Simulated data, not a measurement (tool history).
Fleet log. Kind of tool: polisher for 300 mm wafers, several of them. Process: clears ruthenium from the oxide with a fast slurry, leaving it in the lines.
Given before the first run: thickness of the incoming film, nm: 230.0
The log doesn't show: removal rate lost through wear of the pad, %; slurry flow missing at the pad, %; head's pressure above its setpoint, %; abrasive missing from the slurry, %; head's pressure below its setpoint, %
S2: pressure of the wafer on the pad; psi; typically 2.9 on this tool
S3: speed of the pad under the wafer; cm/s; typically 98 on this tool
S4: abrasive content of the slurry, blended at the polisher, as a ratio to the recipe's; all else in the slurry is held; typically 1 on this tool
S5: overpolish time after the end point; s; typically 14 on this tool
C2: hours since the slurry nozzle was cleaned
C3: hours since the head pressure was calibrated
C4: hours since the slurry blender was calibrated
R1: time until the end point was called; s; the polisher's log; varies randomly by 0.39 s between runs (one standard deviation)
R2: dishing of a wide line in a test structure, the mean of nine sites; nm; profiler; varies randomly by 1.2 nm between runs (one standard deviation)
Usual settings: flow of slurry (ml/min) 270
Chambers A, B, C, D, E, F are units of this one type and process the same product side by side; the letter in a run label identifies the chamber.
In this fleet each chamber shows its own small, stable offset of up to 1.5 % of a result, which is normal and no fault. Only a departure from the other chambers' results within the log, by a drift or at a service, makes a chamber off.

{"day": 0.029, "done": "chamber A: worn pad replaced by a new one"}
{"day": 0.179, "done": "chamber C: worn pad replaced by a new one"}
{"day": 0.183, "done": "chamber A: slurry nozzle cleaned"}
{"run": "1F", "day": 0.429, "flow of slurry (ml/min)": 270, "S2": 2.9, "S3": 98, "S4": 1, "S5": 14, "wafers polished on this pad": 189, "C2": 201.9, "C3": 214.1, "C4": 186.4, "R1": 49.698, "R2": 53.472}
{"day": 0.554, "done": "chamber D: worn pad replaced by a new one"}
{"run": "2B", "day": 0.771, "flow of slurry (ml/min)": 270, "S2": 2.9, "S3": 98, "S4": 1, "S5": 14, "wafers polished on this pad": 1196, "C2": 479.3, "C3": 693.1, "C4": 74.7, "R1": 49.991, "R2": 53.499}
{"day": 0.967, "done": "chamber B: slurry nozzle cleaned"}
{"run": "3D", "day": 1.167, "flow of slurry (ml/min)": 270, "S2": 2.9, "S3": 98, "S4": 1, "S5": 14, "wafers polished on this pad": 91, "C2": 235.3, "C3": 1007.3, "C4": 113.9, "R1": 49.232, "R2": 52.165}
{"day": 1.433, "done": "chamber B: head pressure recalibrated"}
{"run": "4C", "day": 1.517, "flow of slurry (ml/min)": 270, "S2": 2.9, "S3": 98, "S4": 1, "S5": 14, "wafers polished on this pad": 198, "C2": 104.2, "C3": 724.9, "C4": 113.6, "R1": 48.28, "R2": 52.843}
{"run": "5A", "day": 1.788, "flow of slurry (ml/min)": 270, "S2": 2.9, "S3": 98, "S4": 1, "S5": 14, "wafers polished on this pad": 261, "C2": 38.5, "C3": 486.2, "C4": 313.6, "R1": 48.526, "R2": 51.256}
{"day": 2.017, "done": "chamber E: worn pad replaced by a new one"}
{"day": 2.088, "done": "chamber A: head pressure recalibrated"}
{"run": "6E", "day": 2.104, "flow of slurry (ml/min)": 270, "S2": 2.9, "S3": 98, "S4": 1, "S5": 14, "wafers polished on this pad": 13, "C2": 304.3, "C3": 219.2, "C4": 312.9, "R1": 48.845, "R2": 53.637}
{"run": "7A", "day": 2.45, "flow of slurry (ml/min)": 270, "S2": 2.9, "S3": 98, "S4": 1, "S5": 14, "wafers polished on this pad": 359, "C2": 54.4, "C3": 8.7, "C4": 329.5, "R1": 48.359, "R2": 52.788}
{"day": 2.462, "done": "chamber E: slurry nozzle cleaned"}
{"day": 2.621, "done": "chamber F: slurry nozzle cleaned"}
{"run": "8D", "day": 2.679, "flow of slurry (ml/min)": 270, "S2": 2.9, "S3": 98, "S4": 1, "S5": 14, "wafers polished on this pad": 315, "C2": 271.6, "C3": 1043.6, "C4": 150.2, "R1": 48.689, "R2": 52.214}
{"run": "9E", "day": 2.892, "flow of slurry (ml/min)": 270, "S2": 2.9, "S3": 98, "S4": 1, "S5": 14, "wafers polished on this pad": 130, "C2": 10.4, "C3": 238.1, "C4": 331.8, "R1": 49.254, "R2": 51.477}
{"day": 2.925, "done": "chamber B: worn pad replaced by a new one"}
{"run": "10F", "day": 3.346, "flow of slurry (ml/min)": 335, "S2": 3.4, "S3": 98, "S4": 1, "S5": 14, "wafers polished on this pad": 622, "C2": 17.4, "C3": 284.1, "C4": 256.4, "R1": 40.956, "R2": 61.875}
{"day": 3.412, "done": "chamber F: slurry blender recalibrated"}
{"run": "11B", "day": 3.688, "flow of slurry (ml/min)": 335, "S2": 3.4, "S3": 98, "S4": 1, "S5": 14, "wafers polished on this pad": 113, "C2": 65.4, "C3": 54.1, "C4": 144.7, "R1": 41.406, "R2": 61.475}
{"day": 3.708, "done": "chamber D: slurry blender recalibrated"}
{"run": "12C", "day": 4.158, "flow of slurry (ml/min)": 335, "S2": 3.4, "S3": 98, "S4": 1, "S5": 14, "wafers polished on this pad": 591, "C2": 167.6, "C3": 788.3, "C4": 177, "R1": 40.196, "R2": 62.467}
{"run": "13F", "day": 4.546, "flow of slurry (ml/min)": 335, "S2": 3.4, "S3": 98, "S4": 1, "S5": 14, "wafers polished on this pad": 800, "C2": 46.2, "C3": 312.9, "C4": 27.2, "R1": 41.099, "R2": 61.899}
{"day": 4.662, "done": "chamber D: worn pad replaced by a new one"}
{"day": 4.742, "done": "chamber E: slurry blender recalibrated"}
{"run": "14B", "day": 4.8, "flow of slurry (ml/min)": 335, "S2": 3.4, "S3": 98, "S4": 1, "S5": 14, "wafers polished on this pad": 278, "C2": 92.1, "C3": 80.8, "C4": 171.4, "R1": 40.781, "R2": 62.722}
{"day": 4.804, "done": "chamber C: worn pad replaced by a new one"}
{"run": "15A", "day": 5.125, "flow of slurry (ml/min)": 335, "S2": 3.4, "S3": 98, "S4": 1, "S5": 14, "wafers polished on this pad": 756, "C2": 118.6, "C3": 72.9, "C4": 393.7, "R1": 40.152, "R2": 61.276}
{"run": "16C", "day": 5.592, "flow of slurry (ml/min)": 270, "S2": 2.9, "S3": 98, "S4": 1, "S5": 14, "wafers polished on this pad": 117, "C2": 202, "C3": 822.7, "C4": 211.4, "R1": 47.564, "R2": 52.952}
{"run": "17E", "day": 6.054, "flow of slurry (ml/min)": 270, "S2": 2.9, "S3": 98, "S4": 1, "S5": 14, "wafers polished on this pad": 599, "C2": 86.3, "C3": 314, "C4": 31.6, "R1": 48.212, "R2": 54.354}
{"run": "18D", "day": 6.467, "flow of slurry (ml/min)": 270, "S2": 2.9, "S3": 98, "S4": 1, "S5": 14, "wafers polished on this pad": 267, "C2": 362.5, "C3": 1134.5, "C4": 66.2, "R1": 49.55, "R2": 54.69}
{"run": "19C", "day": 6.912, "flow of slurry (ml/min)": 270, "S2": 2.9, "S3": 98, "S4": 1, "S5": 14, "wafers polished on this pad": 313, "C2": 233.7, "C3": 854.4, "C4": 243.1, "R1": 48.304, "R2": 52.016}
{"run": "20F", "day": 7.2, "flow of slurry (ml/min)": 270, "S2": 2.9, "S3": 98, "S4": 1, "S5": 14, "wafers polished on this pad": 1194, "C2": 109.9, "C3": 376.6, "C4": 90.9, "R1": 50.021, "R2": 49.893}
{"run": "21E", "day": 7.488, "flow of slurry (ml/min)": 270, "S2": 2.9, "S3": 98, "S4": 1, "S5": 14, "wafers polished on this pad": 812, "C2": 120.7, "C3": 348.4, "C4": 66, "R1": 48.068, "R2": 54.542}
{"run": "22B", "day": 7.858, "flow of slurry (ml/min)": 270, "S2": 2.9, "S3": 98, "S4": 1, "S5": 14, "wafers polished on this pad": 732, "C2": 165.5, "C3": 154.2, "C4": 244.8, "R1": 48.974, "R2": 52.967}
{"run": "23A", "day": 8.146, "flow of slurry (ml/min)": 270, "S2": 2.9, "S3": 98, "S4": 1, "S5": 14, "wafers polished on this pad": 1205, "C2": 191.1, "C3": 145.4, "C4": 466.2, "R1": 48.506, "R2": 52.085}
{"day": 8.425, "done": "chamber D: worn pad replaced by a new one"}
{"day": 8.442, "done": "chamber A: worn pad replaced by a new one"}
{"run": "24D", "day": 8.467, "flow of slurry (ml/min)": 270, "S2": 2.9, "S3": 98, "S4": 1, "S5": 14, "wafers polished on this pad": 6, "C2": 410.5, "C3": 1182.5, "C4": 114.2, "R1": 49.44, "R2": 53.082}
{"run": "25F", "day": 8.842, "flow of slurry (ml/min)": 270, "S2": 2.9, "S3": 98, "S4": 1, "S5": 14, "wafers polished on this pad": 1438, "C2": 149.3, "C3": 416, "C4": 130.3, "R1": 50.83, "R2": 51.584}
{"run": "26A", "day": 9.254, "flow of slurry (ml/min)": 270, "S2": 2.9, "S3": 98, "S4": 1, "S5": 14, "wafers polished on this pad": 120, "C2": 217.7, "C3": 172, "C4": 492.8, "R1": 48.932, "R2": 51.948}
{"day": 9.379, "done": "chamber C: worn pad replaced by a new one"}
{"day": 9.525, "done": "chamber E: worn pad replaced by a new one"}
{"run": "27B", "day": 9.733, "flow of slurry (ml/min)": 270, "S2": 2.9, "S3": 98, "S4": 1, "S5": 14, "wafers polished on this pad": 1010, "C2": 210.5, "C3": 199.2, "C4": 289.8, "R1": 49.26, "R2": 53.13}
{"day": 9.95, "done": "chamber C: slurry nozzle cleaned"}
{"run": "28E", "day": 10.129, "flow of slurry (ml/min)": 270, "S2": 2.9, "S3": 98, "S4": 1, "S5": 14, "wafers polished on this pad": 90, "C2": 184.1, "C3": 411.8, "C4": 129.4, "R1": 48.534, "R2": 53.236}
{"run": "29D", "day": 10.517, "flow of slurry (ml/min)": 345, "S2": 2.9, "S3": 98, "S4": 1, "S5": 8, "wafers polished on this pad": 310, "C2": 459.7, "C3": 1231.7, "C4": 163.4, "R1": 47.597, "R2": 32.516}
{"day": 10.704, "done": "chamber C: slurry blender recalibrated"}
{"run": "30C", "day": 10.979, "flow of slurry (ml/min)": 345, "S2": 2.9, "S3": 98, "S4": 1, "S5": 8, "wafers polished on this pad": 237, "C2": 24.8, "C3": 952, "C4": 6.7, "R1": 47.605, "R2": 31.402}
{"run": "31B", "day": 11.4, "flow of slurry (ml/min)": 345, "S2": 2.9, "S3": 98, "S4": 1, "S5": 8, "wafers polished on this pad": 1257, "C2": 250.5, "C3": 239.2, "C4": 329.8, "R1": 48.022, "R2": 33.607}
{"day": 11.5, "done": "chamber A: slurry blender recalibrated"}
{"day": 11.529, "done": "chamber D: slurry blender recalibrated"}
{"run": "32C", "day": 11.625, "flow of slurry (ml/min)": 345, "S2": 2.9, "S3": 98, "S4": 1, "S5": 8, "wafers polished on this pad": 333, "C2": 40.3, "C3": 967.5, "C4": 22.2, "R1": 47.697, "R2": 32.214}
{"run": "33F", "day": 11.862, "flow of slurry (ml/min)": 345, "S2": 2.9, "S3": 98, "S4": 1, "S5": 8, "wafers polished on this pad": 1886, "C2": 221.8, "C3": 488.5, "C4": 202.8, "R1": 52.044, "R2": 30.544}
{"day": 12.112, "done": "chamber D: worn pad replaced by a new one"}
{"run": "34E", "day": 12.267, "flow of slurry (ml/min)": 345, "S2": 2.9, "S3": 98, "S4": 1, "S5": 8, "wafers polished on this pad": 407, "C2": 235.4, "C3": 463.1, "C4": 180.7, "R1": 47.699, "R2": 31.609}
{"day": 12.333, "done": "chamber F: slurry nozzle cleaned"}
{"day": 12.412, "done": "chamber B: slurry blender recalibrated"}
{"run": "35A", "day": 12.742, "flow of slurry (ml/min)": 270, "S2": 2.9, "S3": 98, "S4": 1, "S5": 14, "wafers polished on this pad": 638, "C2": 301.4, "C3": 255.7, "C4": 29.8, "R1": 47.702, "R2": 55.251}
{"run": "36D", "day": 13.158, "flow of slurry (ml/min)": 270, "S2": 2.9, "S3": 98, "S4": 1, "S5": 14, "wafers polished on this pad": 155, "C2": 523.1, "C3": 1295.1, "C4": 39.2, "R1": 49.549, "R2": 52.49}
{"run": "37C", "day": 13.496, "flow of slurry (ml/min)": 270, "S2": 2.9, "S3": 98, "S4": 1, "S5": 14, "wafers polished on this pad": 611, "C2": 85.2, "C3": 1012.4, "C4": 67.1, "R1": 48.417, "R2": 52.421}
{"day": 13.517, "done": "chamber B: worn pad replaced by a new one"}
{"run": "38A", "day": 13.712, "flow of slurry (ml/min)": 270, "S2": 2.9, "S3": 98, "S4": 1, "S5": 14, "wafers polished on this pad": 782, "C2": 324.7, "C3": 279, "C4": 53.1, "R1": 48.125, "R2": 52.035}
{"day": 14.083, "done": "chamber F: slurry blender recalibrated"}
{"run": "39B", "day": 14.162, "flow of slurry (ml/min)": 270, "S2": 2.9, "S3": 98, "S4": 1, "S5": 14, "wafers polished on this pad": 95, "C2": 316.8, "C3": 305.5, "C4": 42, "R1": 49.243, "R2": 53.965}
{"run": "40F", "day": 14.625, "flow of slurry (ml/min)": 270, "S2": 2.9, "S3": 98, "S4": 1, "S5": 14, "wafers polished on this pad": 2296, "C2": 55, "C3": 554.8, "C4": 13.1, "R1": 54.759, "R2": 48.478}

Has any chamber moved away from the others, gradually or after a service, or does the common gauge drift, or do the chambers differ only by their own small steady offsets? State the chamber and the most likely cause if one applies.

It is chamber F that slowly wanders off from its peers.
Likeliest cause: removal rate lost through wear of the pad, % = 10.9.
The log may not separate it from: head's pressure below its setpoint, %.

Below are 4 candidate recipes for chamber F's next run, each the usual settings with a change, their results shown as question marks. Which of them brings F's results back in line with what the other chambers give on the usual settings?
Maximum distance from the other chambers' mean on the usual settings for a result to count as in line: R1 1.4 s; R2 4.2 nm
{"run": "41F-1", "day": 14.971, "flow of slurry (ml/min)": 270, "S2": 2.7, "S3": 92, "S4": 1, "S5": 14, "R1": "?", "R2": "?"}
{"run": "41F-2", "day": 14.971, "flow of slurry (ml/min)": 270, "S2": 3.1, "S3": 104, "S4": 1, "S5": 14, "R1": "?", "R2": "?"}
{"run": "41F-3", "day": 14.971, "flow of slurry (ml/min)": 275, "S2": 3.2, "S3": 110, "S4": 1.05, "S5": 14, "R1": "?", "R2": "?"}
{"run": "41F-4", "day": 14.971, "flow of slurry (ml/min)": 265, "S2": 2.6, "S3": 88, "S4": 0.95, "S5": 14, "R1": "?", "R2": "?"}

What the other chambers average on the usual settings: R1 48.664 s; R2 52.9 nm
run=41F-1 R1=62.943 R2=42.176
run=41F-2 R1=48.33 R2=53.351
run=41F-3 R1=43.187 R2=58.825
run=41F-4 R1=70.176 R2=38.21
41F-2 is the one that brings the chamber's results back in line with the other chambers.

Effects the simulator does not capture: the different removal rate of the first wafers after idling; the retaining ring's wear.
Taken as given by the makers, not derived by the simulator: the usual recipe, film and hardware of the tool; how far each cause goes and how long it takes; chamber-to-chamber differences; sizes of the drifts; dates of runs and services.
